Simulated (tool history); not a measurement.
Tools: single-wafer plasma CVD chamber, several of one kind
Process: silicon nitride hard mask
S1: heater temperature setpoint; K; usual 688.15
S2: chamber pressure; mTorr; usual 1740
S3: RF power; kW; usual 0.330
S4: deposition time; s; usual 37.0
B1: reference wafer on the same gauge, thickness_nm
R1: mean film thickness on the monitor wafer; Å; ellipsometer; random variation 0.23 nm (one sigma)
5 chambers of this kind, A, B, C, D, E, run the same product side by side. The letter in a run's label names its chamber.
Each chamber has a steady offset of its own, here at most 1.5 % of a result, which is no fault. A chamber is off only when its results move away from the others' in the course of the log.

Run 1C, hour 7.4: usual settings; B1 43.392. Result: R1 464.26 Å.
Run 2D, hour 11.9: usual settings; B1 43.421. Result: R1 464.67 Å.
At hour 12.0: chamber A: capacitance manometer re-zeroed and calibrated.
Run 3E, hour 16.2: usual settings; B1 43.467. Result: R1 455.78 Å.
Run 4A, hour 21.2: usual settings; B1 43.385. Result: R1 462.48 Å.
Run 5B, hour 24.4: usual settings; B1 43.398. Result: R1 461.17 Å.
Run 6D, hour 31.8: usual settings; B1 43.440. Result: R1 460.05 Å.
At hour 37.3: chamber E: RF generator calibrated.
Run 7E, hour 39.0: usual settings; B1 43.435. Result: R1 461.54 Å.
Run 8B, hour 44.1: usual settings; B1 43.387. Result: R1 467.37 Å.
Run 9C, hour 48.6: usual settings but S1 682.15 K; B1 43.399. Result: R1 461.86 Å.
Run 10A, hour 54.3: usual settings but S1 682.15 K; B1 43.474. Result: R1 461.56 Å.
Run 11E, hour 57.6: usual settings but S1 682.15 K; B1 43.448. Result: R1 456.64 Å.
Run 12C, hour 63.5: usual settings but S1 682.15 K; B1 43.415. Result: R1 465.61 Å.
Run 13A, hour 69.0: usual settings but S1 682.15 K; B1 43.434. Result: R1 453.71 Å.
Run 14B, hour 72.7: usual settings; B1 43.407. Result: R1 466.05 Å.
Run 15D, hour 79.2: usual settings; B1 43.433. Result: R1 460.24 Å.
Run 16D, hour 84.7: usual settings; B1 43.443. Result: R1 459.61 Å.
Run 17E, hour 89.0: usual settings; B1 43.430. Result: R1 457.40 Å.
Run 18A, hour 96.3: usual settings; B1 43.428. Result: R1 454.96 Å.
Run 19C, hour 101.7: usual settings; B1 43.448. Result: R1 462.03 Å.
Run 20B, hour 106.8: usual settings; B1 43.329. Result: R1 461.76 Å.
Run 21C, hour 111.1: usual settings; B1 43.423. Result: R1 466.12 Å.
Run 22A, hour 115.2: usual settings; B1 43.375. Result: R1 456.26 Å.
Run 23B, hour 120.5: usual settings; B1 43.397. Result: R1 463.99 Å.
Run 24D, hour 127.0: usual settings; B1 43.389. Result: R1 461.01 Å.
Run 25E, hour 134.4: usual settings; B1 43.388. Result: R1 451.36 Å.
Run 26C, hour 139.9: usual settings but S4 40.3 s; B1 43.399. Result: R1 505.56 Å.
Run 27E, hour 144.8: usual settings but S4 40.3 s; B1 43.331. Result: R1 499.13 Å.
Run 28B, hour 152.3: usual settings but S4 40.3 s; B1 43.371. Result: R1 507.43 Å.
Run 29A, hour 159.8: usual settings but S4 40.3 s; B1 43.386. Result: R1 487.52 Å.
Run 30D, hour 164.8: usual settings but S4 40.3 s; B1 43.401. Result: R1 498.77 Å.
Run 31E, hour 169.9: usual settings; B1 43.346. Result: R1 452.48 Å.
Run 32B, hour 174.6: usual settings; B1 43.421. Result: R1 460.62 Å.
Run 33D, hour 179.9: usual settings; B1 43.407. Result: R1 456.56 Å.
Run 34C, hour 185.0: usual settings; B1 43.367. Result: R1 465.23 Å.
Run 35A, hour 189.4: usual settings but S4 29.9 s; B1 43.353. Result: R1 359.37 Å.
At hour 191.1: chamber B: capacitance manometer re-zeroed and calibrated.
Run 36D, hour 195.7: usual settings but S4 29.9 s; B1 43.380. Result: R1 376.20 Å.
Run 37E, hour 201.7: usual settings but S4 29.9 s; B1 43.372. Result: R1 369.32 Å.
Run 38B, hour 206.3: usual settings but S4 29.9 s; B1 43.392. Result: R1 373.87 Å.
At hour 209.8: chamber C: thermocouple changed; heater temperature recalibrated.
Run 39A, hour 211.7: usual settings but S4 29.9 s; B1 43.406. Result: R1 356.87 Å.
Run 40C, hour 217.2: usual settings; B1 43.372. Result: R1 463.61 Å.
Run 41B, hour 223.2: usual settings; B1 43.436. Result: R1 461.53 Å.

Is one chamber off against the others, does the gauge drift, or is nothing wrong? If a chamber is off, say which, and what the likeliest cause is.

Chamber A drifts away from the others.
Cause: delivered RF power below the setpoint (%) = 7.26.

Here are 4 candidates for chamber A's next run, each the usual settings with a change, their results left as question marks. Which one brings its results back in line with what the others give on the usual settings?
In line means no further than this from the other chambers' mean on the usual settings: R1 8.10 Å
Run 42A-1, hour 228.5: usual settings but S2 1720 mTorr, S3 0.325 kW, S4 35.8 s. Result: R1 ?.
Run 42A-2, hour 228.5: usual settings but S2 1760 mTorr, S3 0.335 kW, S4 38.2 s. Result: R1 ?.
Run 42A-3, hour 228.5: usual settings but S2 1800 mTorr, S4 39.7 s. Result: R1 ?.
Run 42A-4, hour 228.5: usual settings but S2 1680 mTorr, S4 34.3 s. Result: R1 ?.

The other chambers' mean on the usual settings: R1 461.02 Å
  run      R1
42A-1  418.66
42A-2  458.62
42A-3  474.81
42A-4  402.61
42A-2 brings the chamber back in line.
